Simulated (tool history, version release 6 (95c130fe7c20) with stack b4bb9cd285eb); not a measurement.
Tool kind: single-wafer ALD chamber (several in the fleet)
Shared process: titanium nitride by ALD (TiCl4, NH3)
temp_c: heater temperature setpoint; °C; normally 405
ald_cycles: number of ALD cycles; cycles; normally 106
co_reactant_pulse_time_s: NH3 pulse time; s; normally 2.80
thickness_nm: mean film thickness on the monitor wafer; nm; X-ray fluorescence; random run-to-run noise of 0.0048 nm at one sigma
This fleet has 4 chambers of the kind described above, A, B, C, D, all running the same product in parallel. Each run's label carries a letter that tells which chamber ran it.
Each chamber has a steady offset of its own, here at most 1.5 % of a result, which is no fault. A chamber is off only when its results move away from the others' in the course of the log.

run	hour	temp_c	ald_cycles	co_reactant_pulse_time_s	read-back reference wafer on the same gauge, thickness_nm	thickness_nm
1C	5.4	405	106	2.80	1.9402	2.3996
2B	11.3	405	106	2.80	1.9399	2.3760
3A	15.6	405	106	2.80	1.9413	2.3579
4D	21.5	405	106	2.80	1.9400	2.3586
5B	25.9	405	106	2.80	1.9400	2.3791
6D	30.7	405	106	2.80	1.9406	2.3546
7C	34.3	405	106	2.80	1.9395	2.3994
8A	37.4	405	106	3.89	1.9402	2.3898
9A	42.3	405	106	3.89	1.9402	2.3798
10C	47.9	405	106	3.89	1.9400	2.4175
11D	52.5	405	106	3.89	1.9388	2.3788
12B	56.0	405	106	2.80	1.9400	2.3687
13B	60.8	405	106	2.80	1.9403	2.3709
14C	65.1	405	106	2.80	1.9395	2.3926
15A	69.4	390	106	1.98	1.9406	2.3130
16D	75.0	390	106	1.98	1.9401	2.3055
17B	80.5	390	106	1.98	1.9403	2.3282
18D	86.8	390	106	1.98	1.9396	2.3049
19A	90.0	405	106	2.80	1.9405	2.3656
20C	95.2	405	106	2.80	1.9390	2.3992
21C	99.1	405	106	2.80	1.9398	2.3855
22A	105.6	405	106	2.80	1.9393	2.3640
23B	109.4	405	106	2.80	1.9404	2.3687
24D	112.7	405	119	2.39	1.9393	2.6413
25B	117.4	405	119	2.39	1.9405	2.6481
26D	124.1	405	119	2.39	1.9401	2.6368
27A	129.9	405	119	2.39	1.9403	2.6372
28C	134.7	405	106	2.80	1.9409	2.4001
29C	140.2	405	106	2.80	1.9403	2.3949
30B	146.0	405	106	2.80	1.9401	2.3718
31A	149.2	405	106	2.80	1.9409	2.3528

All 4 chambers run these settings next. Forecast each chamber's results:
32A	154.0	405	106	2.20		?
32B	154.0	405	106	2.20		?
32C	154.0	405	106	2.20		?
32D	154.0	405	106	2.20		?

run	thickness_nm
32A	2.3499
32B	2.3566
32C	2.3689
32D	2.3346
